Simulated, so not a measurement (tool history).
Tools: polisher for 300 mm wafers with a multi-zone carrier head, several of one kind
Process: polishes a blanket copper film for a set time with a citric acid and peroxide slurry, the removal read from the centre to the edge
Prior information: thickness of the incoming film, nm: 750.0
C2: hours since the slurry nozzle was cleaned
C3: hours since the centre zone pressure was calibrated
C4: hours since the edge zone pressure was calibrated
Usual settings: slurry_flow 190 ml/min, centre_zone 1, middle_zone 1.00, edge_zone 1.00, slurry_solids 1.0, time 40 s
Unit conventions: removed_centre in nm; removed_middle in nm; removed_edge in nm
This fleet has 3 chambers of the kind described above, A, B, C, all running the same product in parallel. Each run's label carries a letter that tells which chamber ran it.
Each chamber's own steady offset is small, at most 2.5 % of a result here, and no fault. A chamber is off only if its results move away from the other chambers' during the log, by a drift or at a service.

At hour 5.2: chamber B: centre zone pressure recalibrated.
Run 1A, hour 7.4: usual settings; wafers polished on this pad 535; C2 289.9; C3 255.3; C4 230.7. Result: removed_centre 78.681 nm, removed_middle 79.359 nm, removed_edge 78.996 nm.
Run 2B, hour 16.4: usual settings; wafers polished on this pad 436; C2 211.4; C3 11.2; C4 351.5. Result: removed_centre 78.487 nm, removed_middle 76.639 nm, removed_edge 76.605 nm.
Run 3C, hour 22.6: usual settings; wafers polished on this pad 859; C2 179.8; C3 226.3; C4 1017.2. Result: removed_centre 77.923 nm, removed_middle 78.242 nm, removed_edge 79.860 nm.
Run 4C, hour 35.5: usual settings; wafers polished on this pad 1017; C2 192.7; C3 239.2; C4 1030.1. Result: removed_centre 80.319 nm, removed_middle 77.722 nm, removed_edge 79.573 nm.
At hour 35.7: chamber A: worn pad replaced by a new one.
Run 5B, hour 41.7: usual settings; wafers polished on this pad 745; C2 236.7; C3 36.5; C4 376.8. Result: removed_centre 75.919 nm, removed_middle 77.824 nm, removed_edge 76.841 nm.
At hour 47.5: chamber C: worn pad replaced by a new one.
Run 6A, hour 50.3: usual settings but edge_zone 0.90, time 45 s; wafers polished on this pad 179; C2 332.8; C3 298.2; C4 273.6. Result: removed_centre 86.529 nm, removed_middle 87.784 nm, removed_edge 85.041 nm.
Run 7C, hour 56.4: usual settings but edge_zone 0.90, time 45 s; wafers polished on this pad 108; C2 213.6; C3 260.1; C4 1051.0. Result: removed_centre 86.805 nm, removed_middle 88.845 nm, removed_edge 87.416 nm.
At hour 59.2: chamber B: worn pad replaced by a new one.
Run 8A, hour 62.7: usual settings but edge_zone 0.90, time 45 s; wafers polished on this pad 330; C2 345.2; C3 310.6; C4 286.0. Result: removed_centre 88.551 nm, removed_middle 89.208 nm, removed_edge 84.070 nm.
Run 9B, hour 71.6: usual settings; wafers polished on this pad 151; C2 266.6; C3 66.4; C4 406.7. Result: removed_centre 76.933 nm, removed_middle 78.232 nm, removed_edge 78.469 nm.
Run 10B, hour 82.7: usual settings; wafers polished on this pad 287; C2 277.7; C3 77.5; C4 417.8. Result: removed_centre 78.403 nm, removed_middle 78.341 nm, removed_edge 76.555 nm.
Run 11A, hour 88.7: usual settings; wafers polished on this pad 648; C2 371.2; C3 336.6; C4 312.0. Result: removed_centre 77.502 nm, removed_middle 77.903 nm, removed_edge 77.019 nm.
Run 12C, hour 96.0: usual settings; wafers polished on this pad 592; C2 253.2; C3 299.7; C4 1090.6. Result: removed_centre 79.338 nm, removed_middle 78.633 nm, removed_edge 80.295 nm.
At hour 104.0: chamber A: worn pad replaced by a new one.
Run 13A, hour 106.6: usual settings; wafers polished on this pad 31; C2 389.1; C3 354.5; C4 329.9. Result: removed_centre 76.043 nm, removed_middle 78.708 nm, removed_edge 79.830 nm.
Run 14B, hour 119.2: usual settings; wafers polished on this pad 733; C2 314.2; C3 114.0; C4 454.3. Result: removed_centre 79.922 nm, removed_middle 79.502 nm, removed_edge 80.475 nm.
At hour 125.8: chamber B: worn pad replaced by a new one.
Run 15C, hour 125.9: usual settings; wafers polished on this pad 958; C2 283.1; C3 329.6; C4 1120.5. Result: removed_centre 79.221 nm, removed_middle 78.650 nm, removed_edge 80.355 nm.
Run 16B, hour 137.5: usual settings; wafers polished on this pad 143; C2 332.5; C3 132.3; C4 472.6. Result: removed_centre 78.610 nm, removed_middle 78.285 nm, removed_edge 77.567 nm.
Run 17C, hour 144.9: usual settings; wafers polished on this pad 1190; C2 302.1; C3 348.6; C4 1139.5. Result: removed_centre 76.572 nm, removed_middle 79.058 nm, removed_edge 81.577 nm.
At hour 152.2: chamber C: worn pad replaced by a new one.
Run 18A, hour 157.7: usual settings; wafers polished on this pad 656; C2 440.2; C3 405.6; C4 381.0. Result: removed_centre 75.650 nm, removed_middle 77.040 nm, removed_edge 78.805 nm.
At hour 164.4: chamber A: edge zone pressure recalibrated.
Run 19A, hour 167.2: usual settings but slurry_solids 0.8; wafers polished on this pad 772; C2 449.7; C3 415.1; C4 2.8. Result: removed_centre 75.452 nm, removed_middle 73.644 nm, removed_edge 74.302 nm.
Run 20B, hour 177.6: usual settings but slurry_solids 0.8; wafers polished on this pad 633; C2 372.6; C3 172.4; C4 512.7. Result: removed_centre 74.657 nm, removed_middle 74.243 nm, removed_edge 74.334 nm.
At hour 185.8: chamber A: worn pad replaced by a new one.
Run 21C, hour 186.2: usual settings but slurry_solids 0.8; wafers polished on this pad 416; C2 343.4; C3 389.9; C4 1180.8. Result: removed_centre 74.392 nm, removed_middle 74.489 nm, removed_edge 76.774 nm.
At hour 195.0: chamber C: edge zone pressure recalibrated.
Run 22A, hour 195.3: usual settings; wafers polished on this pad 117; C2 477.8; C3 443.2; C4 30.9. Result: removed_centre 77.308 nm, removed_middle 77.407 nm, removed_edge 77.625 nm.
At hour 200.8: chamber B: worn pad replaced by a new one.
Run 23C, hour 206.1: usual settings; wafers polished on this pad 659; C2 363.3; C3 409.8; C4 11.1. Result: removed_centre 80.303 nm, removed_middle 79.174 nm, removed_edge 81.203 nm.
Run 24B, hour 214.1: usual settings; wafers polished on this pad 162; C2 409.1; C3 208.9; C4 549.2. Result: removed_centre 77.193 nm, removed_middle 76.737 nm, removed_edge 79.528 nm.
At hour 218.3: chamber C: slurry nozzle cleaned.
At hour 219.8: chamber B: slurry nozzle cleaned.
Run 25A, hour 225.6: usual settings; wafers polished on this pad 487; C2 508.1; C3 473.5; C4 61.2. Result: removed_centre 73.973 nm, removed_middle 76.149 nm, removed_edge 77.506 nm.
At hour 237.4: chamber C: worn pad replaced by a new one.
Run 26B, hour 237.7: usual settings; wafers polished on this pad 451; C2 18.0; C3 232.5; C4 572.8. Result: removed_centre 78.011 nm, removed_middle 78.747 nm, removed_edge 78.978 nm.
Run 27C, hour 244.3: usual settings but slurry_flow 250 ml/min, time 49 s; wafers polished on this pad 84; C2 26.1; C3 448.0; C4 49.3. Result: removed_centre 100.910 nm, removed_middle 99.899 nm, removed_edge 100.350 nm.
Run 28A, hour 257.4: usual settings but slurry_flow 250 ml/min, time 49 s; wafers polished on this pad 876; C2 539.9; C3 505.3; C4 93.0. Result: removed_centre 95.803 nm, removed_middle 98.112 nm, removed_edge 97.447 nm.
At hour 264.6: chamber A: worn pad replaced by a new one.
Run 29C, hour 267.8: usual settings but slurry_flow 250 ml/min, time 49 s; wafers polished on this pad 371; C2 49.6; C3 471.5; C4 72.8. Result: removed_centre 100.330 nm, removed_middle 100.220 nm, removed_edge 102.230 nm.
At hour 277.7: chamber B: worn pad replaced by a new one.
Run 30B, hour 279.4: usual settings; wafers polished on this pad 21; C2 59.7; C3 274.2; C4 614.5. Result: removed_centre 75.960 nm, removed_middle 79.920 nm, removed_edge 77.645 nm.
Run 31C, hour 290.5: usual settings; wafers polished on this pad 648; C2 72.3; C3 494.2; C4 95.5. Result: removed_centre 79.688 nm, removed_middle 79.400 nm, removed_edge 81.146 nm.
Run 32B, hour 301.3: usual settings; wafers polished on this pad 288; C2 81.6; C3 296.1; C4 636.4. Result: removed_centre 77.402 nm, removed_middle 78.697 nm, removed_edge 78.598 nm.
Run 33A, hour 309.7: usual settings but slurry_flow 135 ml/min, time 29 s; wafers polished on this pad 552; C2 592.2; C3 557.6; C4 145.3. Result: removed_centre 48.756 nm, removed_middle 49.746 nm, removed_edge 52.857 nm.
At hour 321.9: chamber C: worn pad replaced by a new one.
Run 34A, hour 322.5: usual settings but slurry_flow 135 ml/min, time 29 s; wafers polished on this pad 708; C2 605.0; C3 570.4; C4 158.1. Result: removed_centre 48.317 nm, removed_middle 49.298 nm, removed_edge 52.109 nm.
At hour 331.3: chamber C: centre zone pressure recalibrated.
Run 35C, hour 331.6: usual settings but slurry_flow 135 ml/min, time 29 s; wafers polished on this pad 119; C2 113.4; C3 0.4; C4 136.6. Result: removed_centre 53.040 nm, removed_middle 53.774 nm, removed_edge 55.012 nm.
Run 36B, hour 340.5: usual settings but slurry_flow 210 ml/min, edge_zone 1.06; wafers polished on this pad 767; C2 120.8; C3 335.3; C4 675.6. Result: removed_centre 79.706 nm, removed_middle 77.805 nm, removed_edge 81.782 nm.
At hour 348.5: chamber A: worn pad replaced by a new one.
Run 37C, hour 352.9: usual settings but slurry_flow 210 ml/min, edge_zone 1.06; wafers polished on this pad 379; C2 134.7; C3 21.7; C4 157.9. Result: removed_centre 82.034 nm, removed_middle 81.305 nm, removed_edge 85.078 nm.
At hour 355.0: chamber B: worn pad replaced by a new one.
Run 38A, hour 359.1: usual settings but slurry_flow 210 ml/min, edge_zone 1.06; wafers polished on this pad 129; C2 641.6; C3 607.0; C4 194.7. Result: removed_centre 72.920 nm, removed_middle 76.316 nm, removed_edge 79.307 nm.
Run 39B, hour 366.8: usual settings but middle_zone 0.88; wafers polished on this pad 144; C2 147.1; C3 361.6; C4 701.9. Result: removed_centre 78.409 nm, removed_middle 68.194 nm, removed_edge 77.369 nm.
Run 40A, hour 379.1: usual settings but middle_zone 0.88; wafers polished on this pad 374; C2 661.6; C3 627.0; C4 214.7. Result: removed_centre 70.698 nm, removed_middle 65.666 nm, removed_edge 74.399 nm.
Run 41B, hour 386.9: usual settings but middle_zone 0.88; wafers polished on this pad 390; C2 167.2; C3 381.7; C4 722.0. Result: removed_centre 76.574 nm, removed_middle 68.863 nm, removed_edge 78.827 nm.

Predict what each chamber gives when all 3 of them run the settings below next.
Run 42A, hour 396.2: usual settings. Result: removed_centre ?, removed_middle ?, removed_edge ?.
Run 42B, hour 396.2: usual settings. Result: removed_centre ?, removed_middle ?, removed_edge ?.
Run 42C, hour 396.2: usual settings. Result: removed_centre ?, removed_middle ?, removed_edge ?.

run  removed_centre  removed_middle  removed_edge
42A          72.153          72.697        74.662
42B          77.470          79.569        79.858
42C          78.140          79.464        81.034
